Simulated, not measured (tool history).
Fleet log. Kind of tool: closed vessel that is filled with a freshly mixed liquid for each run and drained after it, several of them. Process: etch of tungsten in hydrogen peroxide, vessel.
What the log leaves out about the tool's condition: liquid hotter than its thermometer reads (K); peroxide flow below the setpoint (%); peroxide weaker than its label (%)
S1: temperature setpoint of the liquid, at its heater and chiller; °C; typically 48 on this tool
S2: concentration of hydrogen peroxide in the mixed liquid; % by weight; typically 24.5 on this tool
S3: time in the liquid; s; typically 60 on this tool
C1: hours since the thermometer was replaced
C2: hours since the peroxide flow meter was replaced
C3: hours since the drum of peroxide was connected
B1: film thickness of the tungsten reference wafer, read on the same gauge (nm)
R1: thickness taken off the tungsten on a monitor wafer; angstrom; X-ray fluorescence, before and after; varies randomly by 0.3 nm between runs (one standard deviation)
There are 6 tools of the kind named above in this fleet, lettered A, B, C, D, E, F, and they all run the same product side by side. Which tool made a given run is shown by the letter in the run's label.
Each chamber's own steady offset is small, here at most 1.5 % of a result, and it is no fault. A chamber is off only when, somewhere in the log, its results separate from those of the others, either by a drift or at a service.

run	day	S1	S2	S3	C1	C2	C3	B1	R1
# day 0.292: chamber F: new drum of peroxide connected
1F	0.333	48	24.5	60	437.3	201.1	1.1	79.97	492.51
2A	0.567	48	24.5	60	1801.1	231.1	955.8	79.957	500.86
3D	0.821	48	24.5	60	414.6	621.8	334.5	80.012	496.16
4E	1.104	48	24.5	60	32.4	196.9	917.4	79.984	498.42
5C	1.362	48	24.5	60	1089.1	1170.2	306.2	80.036	495.29
6B	1.55	48	24.5	60	329.7	634.1	101.2	80.008	502.04
7B	1.762	48	24.5	60	334.8	639.2	106.3	80.03	497.26
8F	2.038	48	24.5	60	478.2	242	42	80.031	495.45
9E	2.396	48	24.5	60	63.4	227.9	948.4	80.034	496.99
10D	2.592	48	24.5	60	457.1	664.3	377	80.043	488.77
11C	2.829	48	24.5	60	1124.3	1205.4	341.4	80.009	493.92
12A	3.042	48	24.5	60	1860.5	290.5	1015.2	79.984	495.99
13A	3.375	48	24.5	60	1868.5	298.5	1023.2	79.957	496.24
# day 3.462: chamber A: thermometer replaced
14B	3.679	48	24.5	60	380.8	685.2	152.3	79.975	502.38
15F	3.946	48	24.5	60	524	287.8	87.8	79.992	497.53
16E	4.117	48	24.5	60	104.7	269.2	989.7	79.98	496.17
17C	4.342	48	24.5	60	1160.6	1241.7	377.7	79.954	494.95
18D	4.617	42	17.5	60	505.7	712.9	425.6	80	284.79
19A	4.838	42	17.5	60	33.1	333.6	1058.3	80.051	283.46
20E	5.15	42	17.5	60	129.5	294	1014.5	80.003	283.25
21F	5.342	42	17.5	60	557.5	321.3	121.3	80.013	288.34
22C	5.654	42	17.5	60	1192.1	1273.2	409.2	80.025	281.47
23B	5.879	42	17.5	60	433.6	738	205.1	79.999	291.39
24D	6.183	48	24.5	60	543.3	750.5	463.2	79.988	495.87
25E	6.533	48	24.5	60	162.7	327.2	1047.7	79.99	493.29
26B	6.692	48	24.5	80	453.1	757.5	224.6	80.051	663.17
27F	7	48	24.5	80	597.3	361.1	161.1	80.002	664.42
# day 7.333: chamber F: thermometer replaced
28A	7.354	48	24.5	80	93.5	394	1118.7	80.027	653.14
# day 7.492: chamber F: peroxide flow meter replaced
29C	7.538	48	24.5	80	1237.3	1318.4	454.4	79.989	664.84
# day 7.571: chamber B: thermometer replaced
30D	7.762	48	24.5	80	581.2	788.4	501.1	79.976	659.23
31B	8	48	24.5	80	10.3	788.9	256	80.001	672.79
32E	8.221	48	24.5	60	203.2	367.7	1088.2	79.987	498.51
33F	8.412	48	24.5	60	25.9	22.2	195	79.964	498.27
# day 8.658: chamber E: new drum of peroxide connected
34D	8.696	48	24.5	60	603.6	810.8	523.5	79.97	502.54
35A	8.975	48	18.5	60	132.4	432.9	1157.6	80.028	408.17
36C	9.196	48	18.5	60	1277.1	1358.2	494.2	79.998	427.1
37C	9.462	48	18.5	60	1283.5	1364.6	500.6	79.983	426.88
38D	9.733	48	18.5	60	628.5	835.7	548.4	79.94	427.57
39A	10.029	48	18.5	60	157.7	458.2	1182.9	79.962	414.05
40F	10.196	48	18.5	60	68.7	65	237.8	80.018	433.71
41E	10.412	48	24.5	60	255.8	420.3	42.1	80.004	491.3

All 6 chambers run these settings next. Forecast each chamber's results:
42A	10.675	48	19	60					?
42B	10.675	48	19	60					?
42C	10.675	48	19	60					?
42D	10.675	48	19	60					?
42E	10.675	48	19	60					?
42F	10.675	48	19	60					?

run	R1
42A	415.05
42B	442.31
42C	433.88
42D	438.96
42E	437.67
42F	440.3
